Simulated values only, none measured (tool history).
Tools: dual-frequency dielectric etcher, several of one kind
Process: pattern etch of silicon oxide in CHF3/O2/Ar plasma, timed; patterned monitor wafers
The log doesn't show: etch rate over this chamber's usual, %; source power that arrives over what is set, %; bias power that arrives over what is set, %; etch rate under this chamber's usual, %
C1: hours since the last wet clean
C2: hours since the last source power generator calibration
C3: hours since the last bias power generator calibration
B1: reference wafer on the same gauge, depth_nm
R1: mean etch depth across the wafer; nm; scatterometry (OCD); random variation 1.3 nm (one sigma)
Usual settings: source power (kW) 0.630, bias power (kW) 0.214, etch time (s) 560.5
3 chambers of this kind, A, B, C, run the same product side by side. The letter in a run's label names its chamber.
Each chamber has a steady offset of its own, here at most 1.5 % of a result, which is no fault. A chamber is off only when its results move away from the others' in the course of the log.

Run 1B, hour 7.5: usual settings; C1 267.4; C2 3941.3; C3 3961.5; B1 1000.20. Result: R1 1212.20 nm.
Run 2A, hour 16.4: usual settings; C1 19.7; C2 636.4; C3 2297.4; B1 999.76. Result: R1 1197.10 nm.
Run 3C, hour 22.4: usual settings; C1 345.4; C2 414.1; C3 218.0; B1 999.51. Result: R1 1203.70 nm.
Run 4B, hour 29.0: usual settings; C1 288.9; C2 3962.8; C3 3983.0; B1 999.36. Result: R1 1209.20 nm.
Run 5C, hour 39.7: usual settings; C1 362.7; C2 431.4; C3 235.3; B1 999.30. Result: R1 1206.70 nm.
Run 6A, hour 47.5: usual settings but etch time (s) 687.0; C1 50.8; C2 667.5; C3 2328.5; B1 999.10. Result: R1 1463.50 nm.
Run 7B, hour 53.5: usual settings but etch time (s) 687.0; C1 313.4; C2 3987.3; C3 4007.5; B1 999.25. Result: R1 1480.70 nm.
Run 8C, hour 58.3: usual settings but etch time (s) 687.0; C1 381.3; C2 450.0; C3 253.9; B1 998.80. Result: R1 1475.80 nm.
Run 9A, hour 65.9: usual settings; C1 69.2; C2 685.9; C3 2346.9; B1 998.76. Result: R1 1195.40 nm.
Run 10A, hour 75.7: usual settings; C1 79.0; C2 695.7; C3 2356.7; B1 998.48. Result: R1 1191.60 nm.
Run 11C, hour 85.9: usual settings; C1 408.9; C2 477.6; C3 281.5; B1 998.13. Result: R1 1201.80 nm.
Run 12B, hour 93.2: usual settings; C1 353.1; C2 4027.0; C3 4047.2; B1 998.27. Result: R1 1207.30 nm.
Run 13A, hour 98.8: usual settings but bias power (kW) 0.246; C1 102.1; C2 718.8; C3 2379.8; B1 998.14. Result: R1 1252.00 nm.
Run 14B, hour 107.2: usual settings but bias power (kW) 0.246; C1 367.1; C2 4041.0; C3 4061.2; B1 997.64. Result: R1 1266.30 nm.
Run 15C, hour 116.9: usual settings but bias power (kW) 0.246; C1 439.9; C2 508.6; C3 312.5; B1 997.60. Result: R1 1262.30 nm.
Run 16A, hour 124.4: usual settings; C1 127.7; C2 744.4; C3 2405.4; B1 997.39. Result: R1 1192.10 nm.
Run 17C, hour 131.8: usual settings; C1 454.8; C2 523.5; C3 327.4; B1 997.44. Result: R1 1203.20 nm.
Run 18B, hour 137.7: usual settings; C1 397.6; C2 4071.5; C3 4091.7; B1 997.15. Result: R1 1207.30 nm.
Run 19C, hour 145.1: usual settings; C1 468.1; C2 536.8; C3 340.7; B1 997.02. Result: R1 1199.50 nm.
Run 20A, hour 154.9: usual settings; C1 158.2; C2 774.9; C3 2435.9; B1 996.86. Result: R1 1190.60 nm.
Run 21B, hour 163.5: usual settings; C1 423.4; C2 4097.3; C3 4117.5; B1 996.56. Result: R1 1209.40 nm.
At hour 168.3: chamber B: source power generator calibrated.
Run 22B, hour 168.7: usual settings but bias power (kW) 0.237; C1 428.6; C2 0.5; C3 4122.7; B1 996.83. Result: R1 1251.50 nm.
Run 23A, hour 173.4: usual settings but bias power (kW) 0.237; C1 176.7; C2 793.4; C3 2454.4; B1 996.23. Result: R1 1233.00 nm.
Run 24C, hour 181.1: usual settings but bias power (kW) 0.237; C1 504.1; C2 572.8; C3 376.7; B1 996.26. Result: R1 1246.00 nm.
Run 25C, hour 186.7: usual settings; C1 509.7; C2 578.4; C3 382.3; B1 996.22. Result: R1 1199.30 nm.
Run 26A, hour 195.2: usual settings; C1 198.5; C2 815.2; C3 2476.2; B1 996.18. Result: R1 1193.10 nm.
Run 27B, hour 204.9: usual settings but bias power (kW) 0.165, etch time (s) 409.0; C1 464.8; C2 36.7; C3 4158.9; B1 995.65. Result: R1 804.61 nm.
Run 28A, hour 212.5: usual settings but bias power (kW) 0.165, etch time (s) 409.0; C1 215.8; C2 832.5; C3 2493.5; B1 995.98. Result: R1 797.47 nm.
Run 29B, hour 218.6: usual settings but bias power (kW) 0.165, etch time (s) 409.0; C1 478.5; C2 50.4; C3 4172.6; B1 995.74. Result: R1 806.71 nm.
Run 30C, hour 223.8: usual settings; C1 546.8; C2 615.5; C3 419.4; B1 995.65. Result: R1 1199.90 nm.

What goes on in this fleet: one chamber off, a drifting gauge, or nothing beyond the chambers' own small offsets? Name the chamber and the cause, if any.

The gauge drifts, so all chambers seem to drift together. No chamber is off.
Cause: gauge reads low (%) = 0.46.
